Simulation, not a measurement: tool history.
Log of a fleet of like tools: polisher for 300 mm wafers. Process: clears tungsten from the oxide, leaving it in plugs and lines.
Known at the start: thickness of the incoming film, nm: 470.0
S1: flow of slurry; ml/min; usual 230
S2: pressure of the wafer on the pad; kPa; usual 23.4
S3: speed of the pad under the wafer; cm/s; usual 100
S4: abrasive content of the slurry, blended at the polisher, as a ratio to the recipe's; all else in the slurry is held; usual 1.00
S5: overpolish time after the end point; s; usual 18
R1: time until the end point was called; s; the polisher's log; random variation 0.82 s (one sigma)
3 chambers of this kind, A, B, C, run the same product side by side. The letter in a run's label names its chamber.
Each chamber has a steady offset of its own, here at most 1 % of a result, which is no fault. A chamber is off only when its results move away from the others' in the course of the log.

run     day   S1    S2   S3    S4  S5       R1
 1A   0.354  230  23.4  100  1.00  18   93.771
      0.746  -- chamber A: worn pad replaced by a new one
      0.812  -- chamber B: slurry tank refilled with fresh slurry and peroxide
      0.850  -- chamber C: slurry blender recalibrated
 2B   0.942  230  23.4  100  1.00  18   93.052
 3C   1.258  230  23.4  100  1.00  18   94.302
      1.525  -- chamber B: slurry blender recalibrated
 4C   1.588  230  23.4  100  1.00  18   95.392
      1.771  -- chamber B: worn pad replaced by a new one
 5A   1.858  230  23.4  100  1.00  18   94.304
      2.154  -- chamber A: slurry tank refilled with fresh slurry and peroxide
 6B   2.408  230  23.4  100  1.00  18   92.004
 7A   2.812  230  23.4  100  1.00  18   94.661
      2.946  -- chamber C: worn pad replaced by a new one
 8C   3.288  230  23.4  100  1.00  18   94.004
 9B   3.567  230  23.4  100  1.00  18   93.006
10B   3.962  230  23.4  100  1.00  18   93.789
      4.296  -- chamber B: slurry nozzle cleaned
11A   4.350  230  23.4  100  1.00  18   94.706
      4.388  -- chamber B: worn pad replaced by a new one
      4.483  -- chamber A: worn pad replaced by a new one
      4.538  -- chamber C: slurry blender recalibrated
12C   4.612  230  23.4  100  1.00  18   94.511
13A   5.121  230  23.4  100  1.00  18   94.033
14B   5.421  230  23.4  100  1.00  18   92.396
      5.446  -- chamber B: head pressure recalibrated
15C   5.712  230  23.4  100  1.00  18   93.637
16C   6.004  230  23.4  100  1.00  18   94.713
      6.271  -- chamber C: slurry tank refilled with fresh slurry and peroxide
17A   6.521  230  23.4  100  1.00  18   94.653
      6.792  -- chamber B: slurry blender recalibrated
      7.012  -- chamber A: slurry tank refilled with fresh slurry and peroxide
18B   7.075  230  23.4  100  1.00  18  102.070
      7.117  -- chamber C: worn pad replaced by a new one
      7.200  -- chamber B: worn pad replaced by a new one
19C   7.654  230  23.4  100  1.00  18   94.480
20A   8.054  230  23.4  100  1.00  18   94.390
      8.242  -- chamber A: worn pad replaced by a new one
21B   8.317  230  27.6  100  0.75  18   91.750
22B   8.788  230  27.6  100  0.75  18   91.606
      9.038  -- chamber B: slurry tank refilled with fresh slurry and peroxide
23C   9.150  230  27.6  100  0.75  18   85.821
      9.258  -- chamber C: slurry blender recalibrated
      9.425  -- chamber A: slurry blender recalibrated
24A   9.667  230  23.4  100  1.00  18   94.794
      9.983  -- chamber B: worn pad replaced by a new one
25B  10.233  230  23.4  100  1.00  18  101.470
     10.300  -- chamber A: slurry nozzle cleaned
26C  10.529  230  23.4  100  0.70   8  102.160
27A  10.812  230  23.4  100  0.70   8  102.740
28A  11.250  230  23.4  100  0.70   8  102.860
29C  11.512  230  23.4  100  1.00  18   94.497
     11.638  -- chamber C: worn pad replaced by a new one
30B  12.008  230  23.4  100  1.00  18  102.750
     12.012  -- chamber B: slurry blender recalibrated
     12.250  -- chamber A: worn pad replaced by a new one
31A  12.312  230  17.2  120  1.00  18  106.540
32B  12.667  230  17.2  120  1.00  18  114.810
33C  13.258  230  17.2  120  1.00  18  107.340
34C  13.767  230  23.4  100  1.00  18   94.426

Next, every chamber runs the same settings. What will each give?
35A  14.192  230  23.4  100  1.00  28   ?
35B  14.192  230  23.4  100  1.00  28   ?
35C  14.192  230  23.4  100  1.00  28   ?

run       R1
35A   94.731
35B  101.440
35C   94.614

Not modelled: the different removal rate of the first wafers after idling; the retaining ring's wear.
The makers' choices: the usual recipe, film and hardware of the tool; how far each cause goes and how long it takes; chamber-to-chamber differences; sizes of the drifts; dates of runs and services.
